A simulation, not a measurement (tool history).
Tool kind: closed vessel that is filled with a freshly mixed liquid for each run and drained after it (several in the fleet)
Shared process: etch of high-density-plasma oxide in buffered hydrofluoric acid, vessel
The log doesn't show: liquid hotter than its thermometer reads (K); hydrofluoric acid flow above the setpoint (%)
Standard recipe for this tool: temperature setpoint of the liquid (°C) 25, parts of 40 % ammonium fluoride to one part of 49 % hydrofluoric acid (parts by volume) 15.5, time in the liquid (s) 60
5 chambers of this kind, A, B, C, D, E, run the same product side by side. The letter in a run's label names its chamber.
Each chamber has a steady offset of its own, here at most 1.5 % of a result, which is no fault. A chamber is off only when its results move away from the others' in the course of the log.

run   hour  temperature setpoint of the liquid (°C)  parts of 40 % ammonium fluoride to one part of 49 % hydrofluoric acid (parts by volume)  time in the liquid (s)  hours since the thermometer was replaced  hours since the hydrofluoric acid flow meter was replaced  read-back film thickness of the high-density-plasma oxide reference wafer, read on the same gauge (nm)  thickness taken off the high-density-plasma oxide on a monitor wafer (Å)
 1B    5.5                                       25                                                                                     15.5                      60                                    1313.5                                                      178.2                                                                                                  39.996                                                                    622.01
 2C   12.2                                       25                                                                                     15.5                      60                                     819.1                                                      595.9                                                                                                  39.997                                                                    614.99
 3D   23.7                                       25                                                                                     15.5                      60                                    2050.9                                                      737.2                                                                                                  40.013                                                                    624.69
 4A   28.7                                       25                                                                                     15.5                      60                                    1915.1                                                       53.9                                                                                                  39.993                                                                    616.42
 5E   34.8                                       25                                                                                     15.5                      60                                     326.5                                                     1070.2                                                                                                  40.019                                                                    631.27
 6A   43.8                                       25                                                                                     15.5                      60                                    1930.2                                                         69                                                                                                   39.99                                                                    620.81
 7D   52.8                                       25                                                                                     15.5                      60                                      2080                                                      766.3                                                                                                  39.991                                                                    630.22
 8B   63.1                                       25                                                                                       12                      60                                    1371.1                                                      235.8                                                                                                  40.024                                                                    791.52
      63.8  -- chamber D: thermometer replaced
 9C   74.3                                       25                                                                                       12                      60                                     881.2                                                        658                                                                                                  40.003                                                                    799.46
10E   80.7                                       25                                                                                       12                      60                                     372.4                                                     1116.1                                                                                                  40.014                                                                    807.99
11B   85.7                                       25                                                                                       12                      60                                    1393.7                                                      258.4                                                                                                  39.973                                                                    801.81
12D   95.9                                       25                                                                                       12                      60                                      32.1                                                      809.4                                                                                                  40.031                                                                    800.55
13E  105.6                                       25                                                                                     15.5                      60                                     397.3                                                       1141                                                                                                      40                                                                    630.92
14A  113.2                                       25                                                                                     15.5                      60                                    1999.6                                                      138.4                                                                                                  40.008                                                                    637.27
     117.8  -- chamber E: hydrofluoric acid flow meter replaced
15C  118.5                                       25                                                                                     15.5                      60                                     925.4                                                      702.2                                                                                                  39.963                                                                     616.3
16C  125.2                                       25                                                                                     15.5                      60                                     932.1                                                      708.9                                                                                                  40.009                                                                    620.21
     133.2  -- chamber D: hydrofluoric acid flow meter replaced
17E  134.2                                       25                                                                                     15.5                      60                                     425.9                                                       16.5                                                                                                  40.021                                                                    617.55
18A  145.6                                       25                                                                                     15.5                      60                                      2032                                                      170.8                                                                                                  40.009                                                                    638.24
19D    153                                       25                                                                                     15.5                      60                                      89.2                                                       19.9                                                                                                  39.979                                                                    624.55
20B  162.6                                       25                                                                                     15.5                      60                                    1470.6                                                      335.3                                                                                                  40.015                                                                    619.93
21A  169.5                                       25                                                                                     15.5                      60                                    2055.9                                                      194.7                                                                                                  40.004                                                                    641.11
22B  179.3                                       25                                                                                     15.5                      60                                    1487.3                                                        352                                                                                                  40.002                                                                    619.44
23E  184.3                                       25                                                                                     15.5                      60                                       476                                                       66.6                                                                                                  40.015                                                                    621.42
24C  189.6                                       25                                                                                     15.5                      60                                     996.5                                                      773.3                                                                                                  39.943                                                                    619.18
25D  199.5                                       25                                                                                     15.5                      60                                     135.7                                                       66.4                                                                                                  40.024                                                                     629.6
26B  204.8                                       25                                                                                     15.5                      60                                    1512.8                                                      377.5                                                                                                  40.008                                                                    620.64
27D  210.3                                       25                                                                                     15.5                      60                                     146.5                                                       77.2                                                                                                  40.002                                                                    621.68
28E  220.2                                       25                                                                                     15.5                      60                                     511.9                                                      102.5                                                                                                      40                                                                    623.47
29C  226.2                                     29.5                                                                                       19                      60                                    1033.1                                                      809.9                                                                                                  39.981                                                                    641.69
30A  232.7                                     29.5                                                                                       19                      60                                    2119.1                                                      257.9                                                                                                  39.997                                                                     684.5

Next, all 5 chambers run the settings below, one line each with question marks for the results. What does each chamber give?
31A  241.1                                       25                                                                                     15.5                      50                                                                                                                                                                                                                                                                                      ?
31B  241.1                                       25                                                                                     15.5                      50                                                                                                                                                                                                                                                                                      ?
31C  241.1                                       25                                                                                     15.5                      50                                                                                                                                                                                                                                                                                      ?
31D  241.1                                       25                                                                                     15.5                      50                                                                                                                                                                                                                                                                                      ?
31E  241.1                                       25                                                                                     15.5                      50                                                                                                                                                                                                                                                                                      ?

run  thickness taken off the high-density-plasma oxide on a monitor wafer (Å)
31A                                                                       548
31B                                                                    525.24
31C                                                                    515.97
31D                                                                    517.75
31E                                                                    516.19
